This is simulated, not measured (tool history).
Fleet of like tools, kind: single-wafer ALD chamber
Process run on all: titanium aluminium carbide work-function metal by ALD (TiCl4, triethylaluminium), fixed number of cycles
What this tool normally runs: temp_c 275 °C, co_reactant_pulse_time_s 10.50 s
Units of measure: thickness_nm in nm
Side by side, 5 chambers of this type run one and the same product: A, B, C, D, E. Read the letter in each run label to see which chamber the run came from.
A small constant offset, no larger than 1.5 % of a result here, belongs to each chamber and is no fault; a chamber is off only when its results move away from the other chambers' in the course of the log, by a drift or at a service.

run   hour  temp_c  co_reactant_pulse_time_s  hours since the last thermocouple change  hours since the last triethylaluminium bottle change  read-back reference wafer on the same gauge, thickness_nm  thickness_nm
 1C    6.1     275                     10.50                                     640.9                                                1160.0                                                     1.7907        1.8088
 2A   12.7     275                     10.50                                     861.1                                                 391.2                                                     1.7901        1.8030
 3D   17.8     275                     10.50                                     969.8                                                 933.4                                                     1.7885        1.7783
 4E   23.1     275                     10.50                                     964.0                                                 466.4                                                     1.7910        1.7857
 5B   27.2     275                     10.50                                    1073.3                                                 143.1                                                     1.7899        1.7940
 6C   32.1     275                     10.50                                     666.9                                                1186.0                                                     1.7918        1.8103
 7D   36.2     275                     10.50                                     988.2                                                 951.8                                                     1.7898        1.7802
 8E   39.2     275                     10.50                                     980.1                                                 482.5                                                     1.7919        1.7797
 9B   43.1     275                     13.60                                    1089.2                                                 159.0                                                     1.7906        1.8214
10A   48.3     275                     13.60                                     896.7                                                 426.8                                                     1.7894        1.8422
11E   54.6     275                     13.60                                     995.5                                                 497.9                                                     1.7894        1.8212
12C   60.9     275                     13.60                                     695.7                                                1214.8                                                     1.7908        1.8403
13B   66.8     275                     13.60                                    1112.9                                                 182.7                                                     1.7889        1.8133
14A   70.2     275                     10.50                                     918.6                                                 448.7                                                     1.7916        1.7863
15D   75.3     275                     10.50                                    1027.3                                                 990.9                                                     1.7915        1.7789
16A   81.0     275                     10.50                                     929.4                                                 459.5                                                     1.7899        1.7811
17B   85.8     275                     10.50                                    1131.9                                                 201.7                                                     1.7915        1.7836
18E   92.4     275                     10.50                                    1033.3                                                 535.7                                                     1.7895        1.7927
19D   95.6     275                     10.50                                    1047.6                                                1011.2                                                     1.7895        1.7757
20C   99.2     275                     10.50                                     734.0                                                1253.1                                                     1.7893        1.8047
21D  105.7     275                     10.50                                    1057.7                                                1021.3                                                     1.7887        1.7767
22C  110.9     275                     10.50                                     745.7                                                1264.8                                                     1.7903        1.8105
23B  116.4     275                     10.50                                    1162.5                                                 232.3                                                     1.7903        1.7881
24E  120.2     275                     10.50                                    1061.1                                                 563.5                                                     1.7898        1.7939
25A  126.4     275                     10.50                                     974.8                                                 504.9                                                     1.7913        1.7918
26E  130.8     275                     10.50                                    1071.7                                                 574.1                                                     1.7908        1.7893
27D  136.7     263                      8.06                                    1088.7                                                1052.3                                                     1.7910        1.6075
28A  143.4     263                      8.06                                     991.8                                                 521.9                                                     1.7887        1.6350
29C  147.0     263                      8.06                                     781.8                                                1300.9                                                     1.7881        1.6342
30B  152.0     263                      8.06                                    1198.1                                                 267.9                                                     1.7911        1.6270
31E  156.0     263                      8.06                                    1096.9                                                 599.3                                                     1.7897        1.6335

Does one chamber stand apart from the rest, does the shared gauge drift, or is all well apart from small per-chamber offsets? Give the chamber and the most likely cause, where there is one.

All chambers stay in line apart from their small fixed offsets, and the gauge does not drift.
